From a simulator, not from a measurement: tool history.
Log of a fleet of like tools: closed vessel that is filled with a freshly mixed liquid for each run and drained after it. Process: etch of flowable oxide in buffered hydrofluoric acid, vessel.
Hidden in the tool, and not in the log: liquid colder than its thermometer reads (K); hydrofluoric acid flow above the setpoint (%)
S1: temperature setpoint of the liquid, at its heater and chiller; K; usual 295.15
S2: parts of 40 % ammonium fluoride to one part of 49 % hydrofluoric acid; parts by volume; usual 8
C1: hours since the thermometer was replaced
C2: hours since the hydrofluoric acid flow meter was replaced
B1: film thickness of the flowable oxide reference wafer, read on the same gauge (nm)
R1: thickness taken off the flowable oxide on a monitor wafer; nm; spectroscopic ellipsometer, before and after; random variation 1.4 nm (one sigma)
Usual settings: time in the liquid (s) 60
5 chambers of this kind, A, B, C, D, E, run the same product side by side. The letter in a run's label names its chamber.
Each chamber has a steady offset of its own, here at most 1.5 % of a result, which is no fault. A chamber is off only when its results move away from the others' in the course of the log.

run 1B day=0.242 | S1=295.15 S2=8 time_in_the_liquid_(s)=60 | C1=319.2 C2=966.5 | B1=70.009 | R1=148.71
run 2D day=0.542 | S1=295.15 S2=8 time_in_the_liquid_(s)=60 | C1=1461.1 C2=1471.8 | B1=70.000 | R1=147.53
run 3C day=0.879 | S1=295.15 S2=8 time_in_the_liquid_(s)=60 | C1=637.9 C2=341.6 | B1=70.018 | R1=148.07
run 4E day=1.067 | S1=295.15 S2=8 time_in_the_liquid_(s)=60 | C1=345.0 C2=151.7 | B1=69.999 | R1=150.06
run 5A day=1.271 | S1=295.15 S2=8 time_in_the_liquid_(s)=60 | C1=1683.8 C2=194.3 | B1=69.999 | R1=147.60
run 6C day=1.521 | S1=295.15 S2=8 time_in_the_liquid_(s)=60 | C1=653.3 C2=357.0 | B1=69.996 | R1=144.76
run 7E day=1.775 | S1=295.15 S2=8 time_in_the_liquid_(s)=45 | C1=362.0 C2=168.7 | B1=69.982 | R1=110.22
run 8A day=2.104 | S1=295.15 S2=8 time_in_the_liquid_(s)=45 | C1=1703.8 C2=214.3 | B1=69.995 | R1=112.08
run 9D day=2.392 | S1=295.15 S2=8 time_in_the_liquid_(s)=45 | C1=1505.5 C2=1516.2 | B1=70.005 | R1=110.71
run 10B day=2.558 | S1=295.15 S2=8 time_in_the_liquid_(s)=45 | C1=374.8 C2=1022.1 | B1=70.007 | R1=114.53
run 11A day=2.854 | S1=295.15 S2=8 time_in_the_liquid_(s)=45 | C1=1721.8 C2=232.3 | B1=69.996 | R1=111.05
run 12E day=3.008 | S1=295.15 S2=8 time_in_the_liquid_(s)=60 | C1=391.6 C2=198.3 | B1=70.001 | R1=147.57
run 13D day=3.317 | S1=295.15 S2=8 time_in_the_liquid_(s)=60 | C1=1527.7 C2=1538.4 | B1=69.979 | R1=149.76
run 14C day=3.646 | S1=299.65 S2=7 time_in_the_liquid_(s)=60 | C1=704.3 C2=408.0 | B1=69.998 | R1=218.90
run 15B day=3.808 | S1=299.65 S2=7 time_in_the_liquid_(s)=60 | C1=404.8 C2=1052.1 | B1=70.009 | R1=220.25
run 16A day=4.033 | S1=299.65 S2=7 time_in_the_liquid_(s)=60 | C1=1750.1 C2=260.6 | B1=69.993 | R1=212.96
run 17B day=4.342 | S1=299.65 S2=7 time_in_the_liquid_(s)=60 | C1=417.6 C2=1064.9 | B1=69.995 | R1=223.35
run 18D day=4.608 | S1=299.65 S2=7 time_in_the_liquid_(s)=60 | C1=1558.7 C2=1569.4 | B1=70.000 | R1=217.78
run 19E day=4.792 | S1=295.15 S2=8 time_in_the_liquid_(s)=60 | C1=434.4 C2=241.1 | B1=70.002 | R1=147.63
run 20C day=5.108 | S1=295.15 S2=8 time_in_the_liquid_(s)=60 | C1=739.4 C2=443.1 | B1=69.993 | R1=148.02
run 21A day=5.375 | S1=295.15 S2=8 time_in_the_liquid_(s)=60 | C1=1782.3 C2=292.8 | B1=69.998 | R1=150.42
run 22D day=5.617 | S1=295.15 S2=6 time_in_the_liquid_(s)=90 | C1=1582.9 C2=1593.6 | B1=69.985 | R1=300.68
run 23B day=5.833 | S1=295.15 S2=6 time_in_the_liquid_(s)=90 | C1=453.4 C2=1100.7 | B1=70.005 | R1=296.24
run 24E day=6.167 | S1=295.15 S2=6 time_in_the_liquid_(s)=90 | C1=467.4 C2=274.1 | B1=69.988 | R1=289.17
run 25C day=6.367 | S1=295.15 S2=6 time_in_the_liquid_(s)=90 | C1=769.6 C2=473.3 | B1=69.989 | R1=292.05
run 26C day=6.579 | S1=295.15 S2=6 time_in_the_liquid_(s)=90 | C1=774.7 C2=478.4 | B1=69.990 | R1=295.96
run 27A day=6.762 | S1=295.15 S2=10 time_in_the_liquid_(s)=60 | C1=1815.6 C2=326.1 | B1=69.988 | R1=123.08
run 28B day=7.012 | S1=295.15 S2=10 time_in_the_liquid_(s)=60 | C1=481.7 C2=1129.0 | B1=70.010 | R1=122.95
run 29D day=7.342 | S1=295.15 S2=10 time_in_the_liquid_(s)=60 | C1=1624.3 C2=1635.0 | B1=69.991 | R1=121.55
run 30E day=7.521 | S1=295.15 S2=10 time_in_the_liquid_(s)=60 | C1=499.9 C2=306.6 | B1=70.008 | R1=122.39
run 31E day=7.742 | S1=295.15 S2=10 time_in_the_liquid_(s)=60 | C1=505.2 C2=311.9 | B1=69.993 | R1=120.48

Is one chamber off against the others, does the gauge drift, or is nothing wrong? If a chamber is off, say which, and what the likeliest cause is.

No chamber stands off beyond its own small offset, and the gauge holds steady.
